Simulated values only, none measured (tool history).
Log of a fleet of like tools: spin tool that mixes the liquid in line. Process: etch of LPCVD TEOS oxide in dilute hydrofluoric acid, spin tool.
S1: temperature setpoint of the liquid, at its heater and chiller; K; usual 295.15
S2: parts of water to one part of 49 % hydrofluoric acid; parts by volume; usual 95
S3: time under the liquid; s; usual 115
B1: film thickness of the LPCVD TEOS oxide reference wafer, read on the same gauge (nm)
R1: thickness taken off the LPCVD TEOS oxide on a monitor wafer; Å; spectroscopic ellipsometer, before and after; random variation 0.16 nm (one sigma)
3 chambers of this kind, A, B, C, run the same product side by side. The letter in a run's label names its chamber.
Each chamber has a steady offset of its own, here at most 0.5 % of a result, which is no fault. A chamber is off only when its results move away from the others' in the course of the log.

run	hour	S1	S2	S3	B1	R1
1B	7.8	295.15	95	115	39.972	190.63
2A	16.7	295.15	95	115	40.018	188.66
3C	22.1	295.15	95	115	39.994	188.99
# hour 25.5: chamber A: hydrofluoric acid flow meter replaced
4C	29.9	295.15	95	115	39.971	185.21
5B	36.4	295.15	95	115	39.992	190.46
6A	45.3	295.15	95	115	40.005	188.42
7B	52.3	295.15	45	115	39.994	425.06
8A	56.7	295.15	45	115	39.970	432.90
9C	65.1	295.15	45	115	39.979	421.14
10A	71.4	295.15	95	115	39.996	189.58
11C	80.2	299.15	95	115	39.939	222.24
12B	89.4	299.15	95	115	40.013	221.45
13C	97.4	299.15	95	115	39.989	219.15
14A	106.5	295.15	130	115	39.991	129.59
15B	110.7	295.15	130	115	39.957	135.25
16B	117.7	295.15	130	115	39.972	134.46
17A	124.7	295.15	95	115	40.060	184.44
18C	132.8	295.15	95	115	40.014	187.81
19B	142.0	295.15	95	115	40.037	188.00
20C	150.6	295.15	95	115	40.015	188.67
21A	159.2	295.15	95	115	39.996	178.96
22B	167.3	295.15	95	115	39.979	189.14
23C	173.3	295.15	95	115	40.040	187.53
24A	178.8	295.15	95	115	39.960	175.90
25A	184.8	295.15	95	115	39.986	175.83
26C	190.1	295.15	95	115	40.000	188.54
27B	197.8	295.15	95	115	39.981	188.28
28A	205.7	295.15	95	115	39.990	175.09
29C	214.8	295.15	95	115	40.008	187.54
30B	218.9	295.15	95	115	40.011	191.86
31B	225.0	295.15	95	115	40.041	187.47
32C	231.6	292.15	125	115	40.013	122.74

What goes on in this fleet: one chamber off, a drifting gauge, or nothing beyond the chambers' own small offsets? Name the chamber and the cause, if any.

Chamber A drifts away from the others.
Cause: liquid colder than its thermometer reads (K) = 2.45.
The log may not tell that from: hydrofluoric acid flow below the setpoint (%).

Here are 4 candidates for chamber A's next run, each the usual settings with a change, their results left as question marks. Which one brings its results back in line with what the others give on the usual settings?
In line means no further than this from the other chambers' mean on the usual settings: R1 5.40 Å
33A-1	238.4	295.15	95	105		?
33A-2	238.4	295.15	95	110		?
33A-3	238.4	295.15	90	115		?
33A-4	238.4	295.15	90	120		?

The other chambers' mean on the usual settings: R1 189.32 Å
run	R1
33A-1	156.66
33A-2	164.12
33A-3	182.24
33A-4	190.17
33A-4 brings the chamber back in line.

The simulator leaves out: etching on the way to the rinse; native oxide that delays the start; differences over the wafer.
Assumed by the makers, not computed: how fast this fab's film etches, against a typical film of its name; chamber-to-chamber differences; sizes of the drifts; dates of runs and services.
